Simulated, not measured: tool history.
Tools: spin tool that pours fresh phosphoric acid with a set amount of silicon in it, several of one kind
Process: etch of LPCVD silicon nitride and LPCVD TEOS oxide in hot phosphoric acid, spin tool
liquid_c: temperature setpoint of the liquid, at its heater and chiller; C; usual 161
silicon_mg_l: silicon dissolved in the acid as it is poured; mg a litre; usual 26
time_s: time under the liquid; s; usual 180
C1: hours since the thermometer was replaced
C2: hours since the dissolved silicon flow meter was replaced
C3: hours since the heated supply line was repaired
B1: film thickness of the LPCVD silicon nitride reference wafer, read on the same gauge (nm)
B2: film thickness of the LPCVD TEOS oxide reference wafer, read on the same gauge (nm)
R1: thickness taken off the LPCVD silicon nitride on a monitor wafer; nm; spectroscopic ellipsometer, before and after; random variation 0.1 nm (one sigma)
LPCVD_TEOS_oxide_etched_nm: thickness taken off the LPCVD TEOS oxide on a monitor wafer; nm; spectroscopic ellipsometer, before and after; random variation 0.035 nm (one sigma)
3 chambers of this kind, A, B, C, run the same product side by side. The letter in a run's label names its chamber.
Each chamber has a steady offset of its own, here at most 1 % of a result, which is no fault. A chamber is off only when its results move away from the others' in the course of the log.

Run 1C, day 0.221: usual settings; C1 1451; C2 757.2; C3 3374.8; B1 50.011; B2 119.99. Result: R1 17.207 nm, LPCVD_TEOS_oxide_etched_nm 0.33888 nm.
Run 2A, day 0.412: usual settings; C1 277.9; C2 1297.8; C3 945.6; B1 49.981; B2 119.97. Result: R1 17.314 nm, LPCVD_TEOS_oxide_etched_nm 0.30273 nm.
Run 3B, day 0.571: usual settings; C1 1371.5; C2 496.8; C3 1012.8; B1 50.01; B2 120.02. Result: R1 17.361 nm, LPCVD_TEOS_oxide_etched_nm 0.3635 nm.
Run 4C, day 0.808: usual settings; C1 1465.1; C2 771.3; C3 3388.9; B1 50.041; B2 120.02. Result: R1 17.293 nm, LPCVD_TEOS_oxide_etched_nm 0.29137 nm.
Run 5A, day 1.042: usual settings; C1 293; C2 1312.9; C3 960.7; B1 50.035; B2 120. Result: R1 17.14 nm, LPCVD_TEOS_oxide_etched_nm 0.24295 nm.
Run 6B, day 1.258: usual settings; C1 1388; C2 513.3; C3 1029.3; B1 50.026; B2 119.98. Result: R1 17.629 nm, LPCVD_TEOS_oxide_etched_nm 0.25229 nm.
Run 7C, day 1.392: usual settings; C1 1479.1; C2 785.3; C3 3402.9; B1 49.97; B2 119.97. Result: R1 17.178 nm, LPCVD_TEOS_oxide_etched_nm 0.32752 nm.
Run 8B, day 1.575: usual settings; C1 1395.6; C2 520.9; C3 1036.9; B1 49.932; B2 119.99. Result: R1 17.291 nm, LPCVD_TEOS_oxide_etched_nm 0.36441 nm.
At day 1.604: chamber C: heated supply line repaired.
Run 9A, day 1.812: usual settings; C1 311.5; C2 1331.4; C3 979.2; B1 50.011; B2 120.01. Result: R1 17.253 nm, LPCVD_TEOS_oxide_etched_nm 0.30408 nm.
Run 10C, day 1.975: usual settings; C1 1493.1; C2 799.3; C3 8.9; B1 49.998; B2 120. Result: R1 17.339 nm, LPCVD_TEOS_oxide_etched_nm 0.30164 nm.
Run 11B, day 2.192: usual settings; C1 1410.4; C2 535.7; C3 1051.7; B1 50.012; B2 120. Result: R1 17.244 nm, LPCVD_TEOS_oxide_etched_nm 0.29093 nm.
Run 12A, day 2.312: usual settings; C1 323.5; C2 1343.4; C3 991.2; B1 49.96; B2 120.05. Result: R1 17.443 nm, LPCVD_TEOS_oxide_etched_nm 0.2853 nm.
Run 13A, day 2.492: usual settings; C1 327.8; C2 1347.7; C3 995.5; B1 50.02; B2 120.04. Result: R1 17.494 nm, LPCVD_TEOS_oxide_etched_nm 0.27359 nm.
Run 14C, day 2.679: usual settings; C1 1510; C2 816.2; C3 25.8; B1 49.957; B2 119.99. Result: R1 17.324 nm, LPCVD_TEOS_oxide_etched_nm 0.33177 nm.
Run 15B, day 2.871: usual settings; C1 1426.7; C2 552; C3 1068; B1 50.006; B2 120.01. Result: R1 17.241 nm, LPCVD_TEOS_oxide_etched_nm 0.29409 nm.
Run 16A, day 3.104: usual settings; C1 342.5; C2 1362.4; C3 1010.2; B1 49.979; B2 120.03. Result: R1 17.192 nm, LPCVD_TEOS_oxide_etched_nm 0.29052 nm.
At day 3.125: chamber B: heated supply line repaired.
Run 17C, day 3.312: usual settings; C1 1525.2; C2 831.4; C3 41; B1 50.009; B2 120.02. Result: R1 17.326 nm, LPCVD_TEOS_oxide_etched_nm 0.27458 nm.
Run 18B, day 3.55: usual settings; C1 1443; C2 568.3; C3 10.2; B1 50.028; B2 120.02. Result: R1 17.392 nm, LPCVD_TEOS_oxide_etched_nm 0.27892 nm.
Run 19B, day 3.658: usual settings; C1 1445.6; C2 570.9; C3 12.8; B1 50.026; B2 119.98. Result: R1 17.432 nm, LPCVD_TEOS_oxide_etched_nm 0.28841 nm.
Run 20A, day 3.879: usual settings; C1 361.1; C2 1381; C3 1028.8; B1 50.047; B2 120.01. Result: R1 17.331 nm, LPCVD_TEOS_oxide_etched_nm 0.31593 nm.
Run 21C, day 4.112: usual settings but time_s 260 s; C1 1544.4; C2 850.6; C3 60.2; B1 50.015; B2 119.99. Result: R1 25.058 nm, LPCVD_TEOS_oxide_etched_nm 0.39571 nm.
Run 22B, day 4.225: usual settings but time_s 260 s; C1 1459.2; C2 584.5; C3 26.4; B1 50.001; B2 120. Result: R1 25.175 nm, LPCVD_TEOS_oxide_etched_nm 0.39929 nm.
Run 23C, day 4.454: usual settings but time_s 260 s; C1 1552.6; C2 858.8; C3 68.4; B1 49.983; B2 120.03. Result: R1 25.042 nm, LPCVD_TEOS_oxide_etched_nm 0.52185 nm.
Run 24A, day 4.671: usual settings but liquid_c 164 C; C1 380.1; C2 1400; C3 1047.8; B1 50.013; B2 120.02. Result: R1 18.969 nm, LPCVD_TEOS_oxide_etched_nm 0.41502 nm.
Run 25C, day 4.8: usual settings but liquid_c 164 C; C1 1560.9; C2 867.1; C3 76.7; B1 50.007; B2 119.99. Result: R1 19.125 nm, LPCVD_TEOS_oxide_etched_nm 0.43515 nm.
Run 26A, day 5.038: usual settings but liquid_c 164 C; C1 388.9; C2 1408.8; C3 1056.6; B1 49.973; B2 120.04. Result: R1 19.153 nm, LPCVD_TEOS_oxide_etched_nm 0.3809 nm.
Run 27B, day 5.171: usual settings; C1 1481.9; C2 607.2; C3 49.1; B1 50.018; B2 119.98. Result: R1 17.331 nm, LPCVD_TEOS_oxide_etched_nm 0.35288 nm.
Run 28A, day 5.367: usual settings; C1 396.8; C2 1416.7; C3 1064.5; B1 50.035; B2 119.99. Result: R1 17.167 nm, LPCVD_TEOS_oxide_etched_nm 0.35611 nm.
Run 29C, day 5.488: usual settings; C1 1577.4; C2 883.6; C3 93.2; B1 49.992; B2 119.98. Result: R1 17.381 nm, LPCVD_TEOS_oxide_etched_nm 0.34836 nm.
Run 30B, day 5.683: usual settings; C1 1494.2; C2 619.5; C3 61.4; B1 50.008; B2 120. Result: R1 17.346 nm, LPCVD_TEOS_oxide_etched_nm 0.31348 nm.
Run 31A, day 5.8: usual settings; C1 407.2; C2 1427.1; C3 1074.9; B1 50.025; B2 120.02. Result: R1 17.429 nm, LPCVD_TEOS_oxide_etched_nm 0.28982 nm.
Run 32C, day 6.029: usual settings; C1 1590.4; C2 896.6; C3 106.2; B1 49.959; B2 119.95. Result: R1 17.345 nm, LPCVD_TEOS_oxide_etched_nm 0.3433 nm.
Run 33B, day 6.171: usual settings but liquid_c 160 C, silicon_mg_l 33.5 mg a litre; C1 1505.9; C2 631.2; C3 73.1; B1 50.015; B2 119.98. Result: R1 16.746 nm, LPCVD_TEOS_oxide_etched_nm 0.18039 nm.
Run 34B, day 6.312: usual settings but liquid_c 160 C, silicon_mg_l 33.5 mg a litre; C1 1509.3; C2 634.6; C3 76.5; B1 50.018; B2 120.01. Result: R1 16.939 nm, LPCVD_TEOS_oxide_etched_nm 0.23148 nm.
Run 35A, day 6.467: usual settings but liquid_c 160 C, silicon_mg_l 33.5 mg a litre; C1 423.2; C2 1443.1; C3 1090.9; B1 50.054; B2 120.02. Result: R1 16.707 nm, LPCVD_TEOS_oxide_etched_nm 0.22414 nm.
Run 36C, day 6.629: usual settings; C1 1604.8; C2 911; C3 120.6; B1 49.966; B2 119.98. Result: R1 17.294 nm, LPCVD_TEOS_oxide_etched_nm 0.2713 nm.
Run 37A, day 6.825: usual settings; C1 431.8; C2 1451.7; C3 1099.5; B1 49.985; B2 119.97. Result: R1 17.146 nm, LPCVD_TEOS_oxide_etched_nm 0.28072 nm.
Run 38C, day 6.983: usual settings; C1 1613.3; C2 919.5; C3 129.1; B1 50.028; B2 120. Result: R1 17.281 nm, LPCVD_TEOS_oxide_etched_nm 0.34123 nm.
Run 39B, day 7.212: usual settings; C1 1530.9; C2 656.2; C3 98.1; B1 49.943; B2 119.99. Result: R1 17.391 nm, LPCVD_TEOS_oxide_etched_nm 0.2824 nm.
Run 40C, day 7.462: usual settings; C1 1624.8; C2 931; C3 140.6; B1 49.986; B2 119.96. Result: R1 17.373 nm, LPCVD_TEOS_oxide_etched_nm 0.33481 nm.

What goes on in this fleet: one chamber off, a drifting gauge, or nothing beyond the chambers' own small offsets? Name the chamber and the cause, if any.

No chamber stands off beyond its own small offset, and the gauge holds steady.
